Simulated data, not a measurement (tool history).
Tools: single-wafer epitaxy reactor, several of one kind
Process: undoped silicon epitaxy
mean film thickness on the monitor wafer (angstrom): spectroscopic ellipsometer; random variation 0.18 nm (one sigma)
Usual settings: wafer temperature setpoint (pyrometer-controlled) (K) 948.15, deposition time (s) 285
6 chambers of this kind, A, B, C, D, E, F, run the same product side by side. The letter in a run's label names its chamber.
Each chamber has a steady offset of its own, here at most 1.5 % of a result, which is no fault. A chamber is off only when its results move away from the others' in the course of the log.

run	hour	wafer temperature setpoint (pyrometer-controlled) (K)	deposition time (s)	read-back reference wafer on the same gauge, thickness_nm	mean film thickness on the monitor wafer (angstrom)
1B	5	948.15	285	66.293	809.25
2F	9.7	948.15	285	66.306	814.5
3C	13.8	948.15	285	66.298	818.65
4E	19.6	948.15	285	66.326	822.45
5D	25.4	940.15	312	66.303	749.13
6A	28.2	940.15	312	66.265	760.48
7D	32.5	940.15	312	66.306	749.19
8E	37.2	940.15	312	66.316	763.35
9A	42.2	940.15	312	66.318	759.2
10F	48.3	940.15	312	66.312	754.33
11C	52.7	948.15	285	66.314	820.18
12B	58.4	948.15	285	66.337	812.44
13E	61.8	948.15	285	66.315	821.91
14B	65	956.15	333	66.306	1115.2
15A	69.7	956.15	333	66.322	1125
16C	72.9	956.15	333	66.352	1128.8
17F	78.6	956.15	333	66.302	1121
18D	84.4	956.15	333	66.3	1115.5
19C	88.3	956.15	333	66.311	1127.5
20E	91.3	948.15	285	66.323	822.85
# hour 94.5: chamber E: pyrometer calibrated
21D	96.9	948.15	285	66.309	808.26
22A	100.9	948.15	285	66.294	815.29
23F	103.8	948.15	285	66.275	817.63
24B	109.2	948.15	285	66.289	807.73
25B	113.9	943.15	305	66.296	778.56
26E	116.9	943.15	305	66.308	794.4
27F	122.4	943.15	305	66.319	785.69
28A	126.8	943.15	305	66.311	790.12
29C	131.8	943.15	305	66.31	786.54
30D	137.7	943.15	305	66.289	782.01
31B	140.4	948.15	285	66.31	803.72
32E	146	948.15	250	66.237	723.47
33C	149.9	948.15	250	66.322	719.92
34D	153.1	948.15	250	66.333	708.79
35A	158.2	948.15	250	66.328	714.43
36F	161.3	948.15	250	66.304	717.42
37D	166.8	948.15	250	66.32	710.37
38B	169.5	948.15	285	66.305	797.56
39A	174.7	948.15	285	66.306	818.91
40F	178.2	948.15	285	66.313	816.07
41E	183.3	948.15	285	66.273	818.69
42C	186.7	948.15	285	66.259	818.04

Is one chamber off against the others, does the gauge drift, or is nothing wrong? If a chamber is off, say which, and what the likeliest cause is.

Chamber B drifts away from the others.
Cause: wafer temperature below the value expected at the setpoint (K) = 0.825.

Here are 4 candidates for chamber B's next run, each the usual settings with a change, their results left as question marks. Which one brings its results back in line with what the others give on the usual settings?
In line means no further than this from the other chambers' mean on the usual settings: mean film thickness on the monitor wafer (angstrom) 6.5
43B-1	191.1	948.15	274		?
43B-2	191.1	947.15	285		?
43B-3	191.1	949.15	286		?
43B-4	191.1	950.15	285		?

The other chambers' mean on the usual settings: mean film thickness on the monitor wafer (angstrom) 816.33
run	mean film thickness on the monitor wafer (angstrom)
43B-1	766.54
43B-2	781.11
43B-3	816.68
43B-4	830.64
43B-3 brings the chamber back in line.
